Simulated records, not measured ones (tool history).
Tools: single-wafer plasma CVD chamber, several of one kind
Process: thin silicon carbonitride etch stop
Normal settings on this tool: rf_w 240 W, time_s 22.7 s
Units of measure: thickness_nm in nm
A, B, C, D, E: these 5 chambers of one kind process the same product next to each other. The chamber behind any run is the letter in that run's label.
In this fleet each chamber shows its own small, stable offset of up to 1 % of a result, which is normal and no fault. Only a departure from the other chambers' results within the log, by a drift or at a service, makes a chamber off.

run,hour,rf_w,time_s,"read-back reference wafer on the same gauge, thickness_nm",thickness_nm
1D,10.9,240,22.7,12.021,13.638
2E,25.2,240,22.7,12.011,13.736
3B,36.7,240,22.7,12.005,13.68
4C,45,240,22.7,12.003,13.585
5A,51.5,240,22.7,11.994,13.816
6B,59,240,22.7,11.997,13.568
7E,66.4,240,22.7,11.993,13.667
8C,80.7,205,24.4,11.993,13.936
9D,90.7,205,24.4,12.003,13.828
10A,97.2,205,24.4,12.016,14.097
11B,107.2,205,24.4,11.996,13.938
12C,114.3,205,24.4,11.991,13.984
13A,121.1,240,22.7,12.005,13.727
14E,130.7,240,22.7,11.999,13.644
15D,142.6,240,22.7,11.997,13.658
16D,150.9,240,22.7,12.015,13.555
17C,164.8,240,22.7,12.003,13.614
# hour 170.6: chamber E: RF generator calibrated
18B,176.6,275,22.7,11.996,14.157
19A,183,275,22.7,12.005,14.272
20E,189.5,275,22.7,12.009,14.263
21D,196.3,275,22.7,11.993,14.223
22B,204.3,275,22.7,11.994,14.264
23C,215.2,240,22.7,11.994,13.61
24A,224.9,240,22.7,12.003,13.746
25E,235.4,205,24.7,12.002,14.273
26E,250.2,205,24.7,12.013,14.178
27A,257.7,205,24.7,12.009,14.209
28D,265.7,205,24.7,11.998,14.145
29C,279.4,205,24.7,11.996,14.078
30B,288.4,240,22.7,11.996,13.579
31B,296.3,240,22.7,11.992,13.673
32E,303.1,240,22.7,12.005,13.561
33C,317.3,195,22.7,11.991,12.731
34A,324.6,195,22.7,11.99,12.866
35D,333.9,195,22.7,11.996,12.693
36C,345,195,22.7,12.002,12.753
37A,355.9,195,22.7,11.999,12.82
38D,364.3,240,22.7,11.986,13.527
39B,377.3,240,22.7,11.999,13.609
40E,391.8,240,22.7,11.999,13.548
# hour 400.9: chamber C: RF generator calibrated
41C,402.7,240,22.7,12.001,13.639
# hour 410.7: chamber E: thermocouple changed; heater temperature recalibrated
42E,416.4,240,22.7,11.991,13.694
43D,425.2,240,22.7,11.993,13.637

For the next run the whole fleet of 5 chambers uses the same settings. Give each chamber's results:
44A,435.8,240,20,,?
44B,435.8,240,20,,?
44C,435.8,240,20,,?
44D,435.8,240,20,,?
44E,435.8,240,20,,?

run,thickness_nm
44A,12.176
44B,11.999
44C,11.93
44D,11.95
44E,12.026

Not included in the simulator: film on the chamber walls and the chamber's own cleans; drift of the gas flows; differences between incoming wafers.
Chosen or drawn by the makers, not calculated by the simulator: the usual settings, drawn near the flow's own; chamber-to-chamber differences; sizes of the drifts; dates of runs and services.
